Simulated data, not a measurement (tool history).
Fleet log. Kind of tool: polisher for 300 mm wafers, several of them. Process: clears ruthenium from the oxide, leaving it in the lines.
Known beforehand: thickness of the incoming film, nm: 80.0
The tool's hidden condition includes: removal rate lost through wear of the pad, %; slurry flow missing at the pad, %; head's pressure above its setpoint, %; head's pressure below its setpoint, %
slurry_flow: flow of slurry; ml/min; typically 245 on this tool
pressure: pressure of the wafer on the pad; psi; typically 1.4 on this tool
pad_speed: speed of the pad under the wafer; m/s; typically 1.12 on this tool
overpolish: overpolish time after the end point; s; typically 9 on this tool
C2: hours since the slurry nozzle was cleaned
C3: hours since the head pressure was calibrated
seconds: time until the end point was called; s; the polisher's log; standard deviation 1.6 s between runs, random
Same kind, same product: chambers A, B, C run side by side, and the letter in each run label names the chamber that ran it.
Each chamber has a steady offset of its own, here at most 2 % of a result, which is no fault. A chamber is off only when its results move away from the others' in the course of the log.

Run 1C, hour 8.1: usual settings; wafers polished on this pad 213; C2 70.5; C3 79.1. Result: seconds 105.320 s.
Run 2A, hour 16.3: usual settings; wafers polished on this pad 571; C2 246.0; C3 156.6. Result: seconds 110.030 s.
Run 3B, hour 22.3: usual settings; wafers polished on this pad 343; C2 383.7; C3 811.4. Result: seconds 106.520 s.
Run 4C, hour 26.5: usual settings; wafers polished on this pad 413; C2 88.9; C3 97.5. Result: seconds 107.850 s.
Run 5A, hour 32.2: usual settings; wafers polished on this pad 744; C2 261.9; C3 172.5. Result: seconds 107.940 s.
Run 6B, hour 40.4: usual settings; wafers polished on this pad 540; C2 401.8; C3 829.5. Result: seconds 105.510 s.
At hour 41.5: chamber C: worn pad replaced by a new one.
Run 7B, hour 45.6: usual settings but slurry_flow 320 ml/min, pad_speed 1.34 m/s; wafers polished on this pad 596; C2 407.0; C3 834.7. Result: seconds 86.264 s.
Run 8A, hour 53.4: usual settings but slurry_flow 320 ml/min, pad_speed 1.34 m/s; wafers polished on this pad 974; C2 283.1; C3 193.7. Result: seconds 87.985 s.
Run 9C, hour 61.6: usual settings but slurry_flow 320 ml/min, pad_speed 1.34 m/s; wafers polished on this pad 218; C2 124.0; C3 132.6. Result: seconds 86.162 s.
Run 10B, hour 65.7: usual settings; wafers polished on this pad 815; C2 427.1; C3 854.8. Result: seconds 108.050 s.
Run 11C, hour 71.0: usual settings; wafers polished on this pad 321; C2 133.4; C3 142.0. Result: seconds 106.590 s.
At hour 75.8: chamber B: worn pad replaced by a new one.
Run 12A, hour 77.2: usual settings; wafers polished on this pad 1233; C2 306.9; C3 217.5. Result: seconds 108.190 s.
Run 13A, hour 84.5: usual settings but pad_speed 0.82 m/s; wafers polished on this pad 1312; C2 314.2; C3 224.8. Result: seconds 144.750 s.
At hour 86.4: chamber A: slurry nozzle cleaned.
Run 14C, hour 89.3: usual settings but pad_speed 0.82 m/s; wafers polished on this pad 520; C2 151.7; C3 160.3. Result: seconds 143.410 s.
Run 15B, hour 97.4: usual settings but pad_speed 0.82 m/s; wafers polished on this pad 235; C2 458.8; C3 886.5. Result: seconds 146.510 s.
At hour 98.3: chamber C: worn pad replaced by a new one.
Run 16A, hour 101.9: usual settings; wafers polished on this pad 1501; C2 15.5; C3 242.2. Result: seconds 107.780 s.
At hour 102.6: chamber A: worn pad replaced by a new one.
At hour 103.6: chamber B: slurry nozzle cleaned.
Run 17C, hour 106.0: usual settings; wafers polished on this pad 84; C2 168.4; C3 177.0. Result: seconds 104.950 s.
At hour 106.1: chamber B: head pressure recalibrated.
Run 18B, hour 111.2: usual settings; wafers polished on this pad 385; C2 7.7; C3 5.1. Result: seconds 118.260 s.
Run 19B, hour 116.3: usual settings; wafers polished on this pad 441; C2 12.8; C3 10.2. Result: seconds 116.750 s.
Run 20C, hour 120.9: usual settings; wafers polished on this pad 246; C2 183.3; C3 191.9. Result: seconds 104.940 s.
Run 21A, hour 129.3: usual settings; wafers polished on this pad 291; C2 42.9; C3 269.6. Result: seconds 105.840 s.
Run 22C, hour 137.5: usual settings; wafers polished on this pad 427; C2 199.9; C3 208.5. Result: seconds 102.120 s.
Run 23B, hour 146.0: usual settings; wafers polished on this pad 763; C2 42.5; C3 39.9. Result: seconds 119.640 s.
Run 24A, hour 152.5: usual settings but pad_speed 0.86 m/s; wafers polished on this pad 543; C2 66.1; C3 292.8. Result: seconds 137.510 s.
Run 25B, hour 158.4: usual settings but pad_speed 0.86 m/s; wafers polished on this pad 898; C2 54.9; C3 52.3. Result: seconds 151.460 s.
At hour 162.2: chamber C: worn pad replaced by a new one.
Run 26A, hour 166.3: usual settings but pad_speed 0.86 m/s; wafers polished on this pad 693; C2 79.9; C3 306.6. Result: seconds 142.010 s.
Run 27C, hour 172.0: usual settings but pressure 1.0 psi, pad_speed 1.42 m/s; wafers polished on this pad 107; C2 234.4; C3 243.0. Result: seconds 115.660 s.
At hour 174.8: chamber B: worn pad replaced by a new one.
Run 28C, hour 177.7: usual settings but pressure 1.0 psi, pad_speed 1.42 m/s; wafers polished on this pad 169; C2 240.1; C3 248.7. Result: seconds 118.380 s.
Run 29B, hour 183.9: usual settings but pressure 1.0 psi, pad_speed 1.42 m/s; wafers polished on this pad 99; C2 80.4; C3 77.8. Result: seconds 129.960 s.

Each of the 3 chambers runs these same settings next. Fill in every chamber's results:
Run 30A, hour 190.2: usual settings but slurry_flow 320 ml/min. Result: seconds ?.
Run 30B, hour 190.2: usual settings but slurry_flow 320 ml/min. Result: seconds ?.
Run 30C, hour 190.2: usual settings but slurry_flow 320 ml/min. Result: seconds ?.

run  seconds
30A  106.050
30B  116.390
30C  105.610
